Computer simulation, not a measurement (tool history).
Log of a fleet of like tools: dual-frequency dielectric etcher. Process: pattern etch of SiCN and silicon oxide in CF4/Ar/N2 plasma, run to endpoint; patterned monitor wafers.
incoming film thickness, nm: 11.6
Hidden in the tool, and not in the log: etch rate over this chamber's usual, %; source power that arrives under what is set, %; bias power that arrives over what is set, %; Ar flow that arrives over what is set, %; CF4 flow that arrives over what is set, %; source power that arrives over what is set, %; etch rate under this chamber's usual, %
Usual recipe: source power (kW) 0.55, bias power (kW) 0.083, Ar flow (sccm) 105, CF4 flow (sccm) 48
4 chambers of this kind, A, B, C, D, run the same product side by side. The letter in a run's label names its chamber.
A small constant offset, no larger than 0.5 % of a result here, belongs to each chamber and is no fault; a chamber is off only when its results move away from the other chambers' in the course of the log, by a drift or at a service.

run,hour,source power (kW),bias power (kW),Ar flow (sccm),CF4 flow (sccm),hours since the last wet clean,hours since the last source power generator calibration,hours since the last bias power generator calibration,hours since the last Ar flow controller change,hours since the last CF4 flow controller change,endpoint time (s)
1B,13,0.55,0.083,105,48,402.2,891.8,3754.5,476.9,1930.1,11.536
2A,21.6,0.55,0.083,105,48,99.8,3988.6,1150.9,1218.3,1474.6,11.508
3C,32,0.55,0.083,105,48,412.3,2482.4,2599.2,198.6,813.7,11.577
4D,42.2,0.55,0.083,105,48,520.8,1339.4,394,2156.1,1235.2,11.49
5D,50,0.55,0.083,105,48,528.6,1347.2,401.8,2163.9,1243,11.53
6C,58.9,0.55,0.083,105,48,439.2,2509.3,2626.1,225.5,840.6,11.437
# hour 59.3: chamber B: wet clean of the chamber
7A,65.7,0.55,0.083,105,48,143.9,4032.7,1195,1262.4,1518.7,11.425
8B,77.3,0.55,0.083,105,48,18.1,956.1,3818.8,541.2,1994.4,11.608
9A,88.2,0.55,0.083,105,48,166.4,4055.2,1217.5,1284.9,1541.2,11.423
10C,97.5,0.55,0.083,105,48,477.8,2547.9,2664.7,264.1,879.2,11.395
11B,108,0.49,0.083,114,48,48.8,986.8,3849.5,571.9,2025.1,12.81
12D,115.3,0.49,0.083,114,48,593.9,1412.5,467.1,2229.2,1308.3,12.904
# hour 119.2: chamber A: source power generator calibrated
13B,124.5,0.49,0.083,114,48,65.3,1003.3,3866,588.4,2041.6,12.854
# hour 131.1: chamber A: CF4 flow controller replaced
14D,133.3,0.49,0.083,114,48,611.9,1430.5,485.1,2247.2,1326.3,12.913
15C,141.7,0.55,0.083,105,48,522,2592.1,2708.9,308.3,923.4,11.479
16A,154.6,0.55,0.083,105,48,232.8,35.5,1283.9,1351.3,23.6,11.496
# hour 159.1: chamber B: CF4 flow controller replaced
17D,167.2,0.55,0.083,105,48,645.8,1464.4,519,2281.1,1360.2,11.621
18C,179.4,0.55,0.083,105,48,559.7,2629.8,2746.6,346,961.1,11.439
19A,188.9,0.55,0.083,105,48,267.1,69.8,1318.2,1385.6,57.9,11.291
# hour 189.1: chamber D: wet clean of the chamber
20B,196.9,0.55,0.083,90,48,137.7,1075.7,3938.4,660.8,37.9,11.248
# hour 205.3: chamber C: wet clean of the chamber
21C,209.7,0.55,0.083,90,48,4.5,2660.1,2776.9,376.3,991.4,11.064
22B,215.9,0.55,0.083,90,48,156.7,1094.7,3957.4,679.8,56.9,11.212
23A,223.8,0.55,0.083,90,48,302,104.7,1353.1,1420.5,92.8,10.984
24D,231.7,0.55,0.083,105,48,42.7,1528.9,583.5,2345.6,1424.7,11.394
25D,239.4,0.55,0.083,105,48,50.4,1536.6,591.2,2353.3,1432.4,11.394
26B,250.8,0.55,0.083,105,48,191.6,1129.6,3992.3,714.7,91.8,11.504
27A,264.5,0.55,0.073,105,42,342.7,145.4,1393.8,1461.2,133.5,11.86
28C,278.4,0.55,0.073,105,42,73.2,2728.8,2845.6,445,1060.1,12.239

Does one chamber stand apart from the rest, does the shared gauge drift, or is all well apart from small per-chamber offsets? Give the chamber and the most likely cause, where there is one.

It is chamber A that slowly wanders off from its peers.
What lies behind it: etch rate over this chamber's usual, % = 2.85.

Here are 4 candidates for chamber A's next run, each the usual settings with a change, their results left as question marks. Which one brings its results back in line with what the others give on the usual settings?
Counts as in line when no further than this from what the other chambers average on the usual settings: endpoint time (s) 0.19
29A-1,288.4,0.55,0.083,105,39,,,,,,?
29A-2,288.4,0.55,0.083,105,33,,,,,,?
29A-3,288.4,0.57,0.084,105,48,,,,,,?
29A-4,288.4,0.59,0.083,104,48,,,,,,?

Usual-settings mean across the other chambers: endpoint time (s) 11.46
run,endpoint time (s)
29A-1,11.487
29A-2,11.811
29A-3,10.719
29A-4,10.432
29A-1 brings the chamber back in line.
